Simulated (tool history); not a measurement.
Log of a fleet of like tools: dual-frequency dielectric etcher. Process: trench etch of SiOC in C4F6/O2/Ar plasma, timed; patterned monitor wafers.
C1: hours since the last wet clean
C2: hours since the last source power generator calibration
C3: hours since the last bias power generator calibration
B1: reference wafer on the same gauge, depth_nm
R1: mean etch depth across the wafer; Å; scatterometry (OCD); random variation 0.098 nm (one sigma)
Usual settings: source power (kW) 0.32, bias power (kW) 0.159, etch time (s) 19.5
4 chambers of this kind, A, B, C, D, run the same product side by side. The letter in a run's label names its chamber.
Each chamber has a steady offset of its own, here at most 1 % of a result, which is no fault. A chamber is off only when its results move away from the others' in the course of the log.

run 1C day=0.121 | source_power_(kW)=0.32 bias_power_(kW)=0.159 etch_time_(s)=19.5 | C1=110.1 C2=3524.5 C3=1525 | B1=42.412 | R1=358.47
run 2A day=0.338 | source_power_(kW)=0.32 bias_power_(kW)=0.159 etch_time_(s)=19.5 | C1=230.5 C2=1663.1 C3=640.8 | B1=42.364 | R1=354.73
run 3B day=0.508 | source_power_(kW)=0.32 bias_power_(kW)=0.159 etch_time_(s)=19.5 | C1=34.3 C2=103.7 C3=1649.8 | B1=42.365 | R1=359.69
run 4D day=0.642 | source_power_(kW)=0.32 bias_power_(kW)=0.159 etch_time_(s)=19.5 | C1=114.2 C2=2910 C3=724.2 | B1=42.396 | R1=356.6
run 5D day=0.879 | source_power_(kW)=0.32 bias_power_(kW)=0.159 etch_time_(s)=19.5 | C1=119.9 C2=2915.7 C3=729.9 | B1=42.402 | R1=355.2
run 6B day=1.15 | source_power_(kW)=0.32 bias_power_(kW)=0.159 etch_time_(s)=19.5 | C1=49.7 C2=119.1 C3=1665.2 | B1=42.386 | R1=358.96
run 7A day=1.271 | source_power_(kW)=0.32 bias_power_(kW)=0.159 etch_time_(s)=19.5 | C1=252.9 C2=1685.5 C3=663.2 | B1=42.385 | R1=354.03
run 8C day=1.425 | source_power_(kW)=0.32 bias_power_(kW)=0.159 etch_time_(s)=19.5 | C1=141.4 C2=3555.8 C3=1556.3 | B1=42.377 | R1=358.47
run 9B day=1.558 | source_power_(kW)=0.32 bias_power_(kW)=0.159 etch_time_(s)=19.5 | C1=59.5 C2=128.9 C3=1675 | B1=42.406 | R1=360.15
run 10D day=1.692 | source_power_(kW)=0.32 bias_power_(kW)=0.159 etch_time_(s)=19.5 | C1=139.4 C2=2935.2 C3=749.4 | B1=42.424 | R1=355.48
run 11A day=1.921 | source_power_(kW)=0.32 bias_power_(kW)=0.159 etch_time_(s)=19.5 | C1=268.5 C2=1701.1 C3=678.8 | B1=42.402 | R1=354.72
run 12C day=2.075 | source_power_(kW)=0.32 bias_power_(kW)=0.159 etch_time_(s)=19.5 | C1=157 C2=3571.4 C3=1571.9 | B1=42.403 | R1=357.91
run 13A day=2.317 | source_power_(kW)=0.32 bias_power_(kW)=0.159 etch_time_(s)=19.5 | C1=278 C2=1710.6 C3=688.3 | B1=42.403 | R1=353.79
run 14C day=2.554 | source_power_(kW)=0.32 bias_power_(kW)=0.159 etch_time_(s)=19.5 | C1=168.5 C2=3582.9 C3=1583.4 | B1=42.371 | R1=358.6
run 15B day=2.808 | source_power_(kW)=0.32 bias_power_(kW)=0.159 etch_time_(s)=19.5 | C1=89.5 C2=158.9 C3=1705 | B1=42.403 | R1=356.67
run 16D day=3.071 | source_power_(kW)=0.32 bias_power_(kW)=0.159 etch_time_(s)=19.5 | C1=172.5 C2=2968.3 C3=782.5 | B1=42.408 | R1=356.26
run 17C day=3.283 | source_power_(kW)=0.28 bias_power_(kW)=0.159 etch_time_(s)=19.5 | C1=186 C2=3600.4 C3=1600.9 | B1=42.389 | R1=340.91
run 18B day=3.429 | source_power_(kW)=0.28 bias_power_(kW)=0.159 etch_time_(s)=19.5 | C1=104.4 C2=173.8 C3=1719.9 | B1=42.381 | R1=338.33
run 19D day=3.571 | source_power_(kW)=0.28 bias_power_(kW)=0.159 etch_time_(s)=19.5 | C1=184.5 C2=2980.3 C3=794.5 | B1=42.398 | R1=338.21
run 20A day=3.846 | source_power_(kW)=0.28 bias_power_(kW)=0.159 etch_time_(s)=19.5 | C1=314.7 C2=1747.3 C3=725 | B1=42.387 | R1=333.13
run 21B day=4.1 | source_power_(kW)=0.32 bias_power_(kW)=0.159 etch_time_(s)=19.5 | C1=120.5 C2=189.9 C3=1736 | B1=42.364 | R1=357.56
run 22A day=4.338 | source_power_(kW)=0.32 bias_power_(kW)=0.159 etch_time_(s)=19.5 | C1=326.5 C2=1759.1 C3=736.8 | B1=42.396 | R1=348.96
run 23D day=4.492 | source_power_(kW)=0.32 bias_power_(kW)=0.159 etch_time_(s)=19.5 | C1=206.6 C2=3002.4 C3=816.6 | B1=42.394 | R1=355.51
run 24C day=4.662 | source_power_(kW)=0.32 bias_power_(kW)=0.159 etch_time_(s)=19.5 | C1=219.1 C2=3633.5 C3=1634 | B1=42.375 | R1=358.18
run 25B day=4.929 | source_power_(kW)=0.32 bias_power_(kW)=0.159 etch_time_(s)=19.5 | C1=140.4 C2=209.8 C3=1755.9 | B1=42.397 | R1=359.3
-- day=5.142 chamber C: source power generator calibrated
run 26D day=5.188 | source_power_(kW)=0.32 bias_power_(kW)=0.159 etch_time_(s)=19.5 | C1=223.3 C2=3019.1 C3=833.3 | B1=42.355 | R1=356.81
run 27C day=5.421 | source_power_(kW)=0.32 bias_power_(kW)=0.159 etch_time_(s)=24 | C1=237.3 C2=6.8 C3=1652.2 | B1=42.377 | R1=440.73
run 28A day=5.696 | source_power_(kW)=0.32 bias_power_(kW)=0.159 etch_time_(s)=24 | C1=359.1 C2=1791.7 C3=769.4 | B1=42.384 | R1=427.53
run 29D day=5.929 | source_power_(kW)=0.32 bias_power_(kW)=0.159 etch_time_(s)=24 | C1=241.1 C2=3036.9 C3=851.1 | B1=42.39 | R1=437.38
run 30C day=6.179 | source_power_(kW)=0.32 bias_power_(kW)=0.159 etch_time_(s)=24 | C1=255.5 C2=25 C3=1670.4 | B1=42.372 | R1=440.12
run 31B day=6.3 | source_power_(kW)=0.32 bias_power_(kW)=0.159 etch_time_(s)=19.5 | C1=173.3 C2=242.7 C3=1788.8 | B1=42.421 | R1=358.17
run 32A day=6.421 | source_power_(kW)=0.32 bias_power_(kW)=0.159 etch_time_(s)=19.5 | C1=376.5 C2=1809.1 C3=786.8 | B1=42.371 | R1=346.28
run 33C day=6.625 | source_power_(kW)=0.32 bias_power_(kW)=0.159 etch_time_(s)=19.5 | C1=266.2 C2=35.7 C3=1681.1 | B1=42.369 | R1=358.22
run 34B day=6.812 | source_power_(kW)=0.32 bias_power_(kW)=0.159 etch_time_(s)=19.5 | C1=185.6 C2=255 C3=1801.1 | B1=42.393 | R1=357.82
run 35A day=7.046 | source_power_(kW)=0.32 bias_power_(kW)=0.159 etch_time_(s)=19.5 | C1=391.5 C2=1824.1 C3=801.8 | B1=42.389 | R1=344.42
run 36D day=7.308 | source_power_(kW)=0.32 bias_power_(kW)=0.159 etch_time_(s)=19.5 | C1=274.2 C2=3070 C3=884.2 | B1=42.414 | R1=356.99
run 37A day=7.492 | source_power_(kW)=0.32 bias_power_(kW)=0.159 etch_time_(s)=19.5 | C1=402.2 C2=1834.8 C3=812.5 | B1=42.384 | R1=343.22
run 38C day=7.746 | source_power_(kW)=0.32 bias_power_(kW)=0.159 etch_time_(s)=16.5 | C1=293.1 C2=62.6 C3=1708 | B1=42.388 | R1=303.51
run 39B day=7.988 | source_power_(kW)=0.32 bias_power_(kW)=0.159 etch_time_(s)=16.5 | C1=213.8 C2=283.2 C3=1829.3 | B1=42.413 | R1=301.25

Is one chamber off against the others, does the gauge drift, or is nothing wrong? If a chamber is off, say which, and what the likeliest cause is.

Chamber A drifts away from the others.
Cause: etch rate under this chamber's usual, % = 3.75.

Here are 4 candidates for chamber A's next run, each the usual settings with a change, their results left as question marks. Which one brings its results back in line with what the others give on the usual settings?
In line means no further than this from the other chambers' mean on the usual settings: R1 3.4 Å
run 40A-1 day=8.183 | source_power_(kW)=0.33 bias_power_(kW)=0.163 etch_time_(s)=19.5 | R1=?
run 40A-2 day=8.183 | source_power_(kW)=0.3 bias_power_(kW)=0.15 etch_time_(s)=19.5 | R1=?
run 40A-3 day=8.183 | source_power_(kW)=0.32 bias_power_(kW)=0.15 etch_time_(s)=19.5 | R1=?
run 40A-4 day=8.183 | source_power_(kW)=0.36 bias_power_(kW)=0.159 etch_time_(s)=19.5 | R1=?

The other chambers' mean on the usual settings: R1 357.57 Å
run=40A-1 R1=348.1
run=40A-2 R1=326.48
run=40A-3 R1=334.95
run=40A-4 R1=357.47
40A-4 brings the chamber back in line.
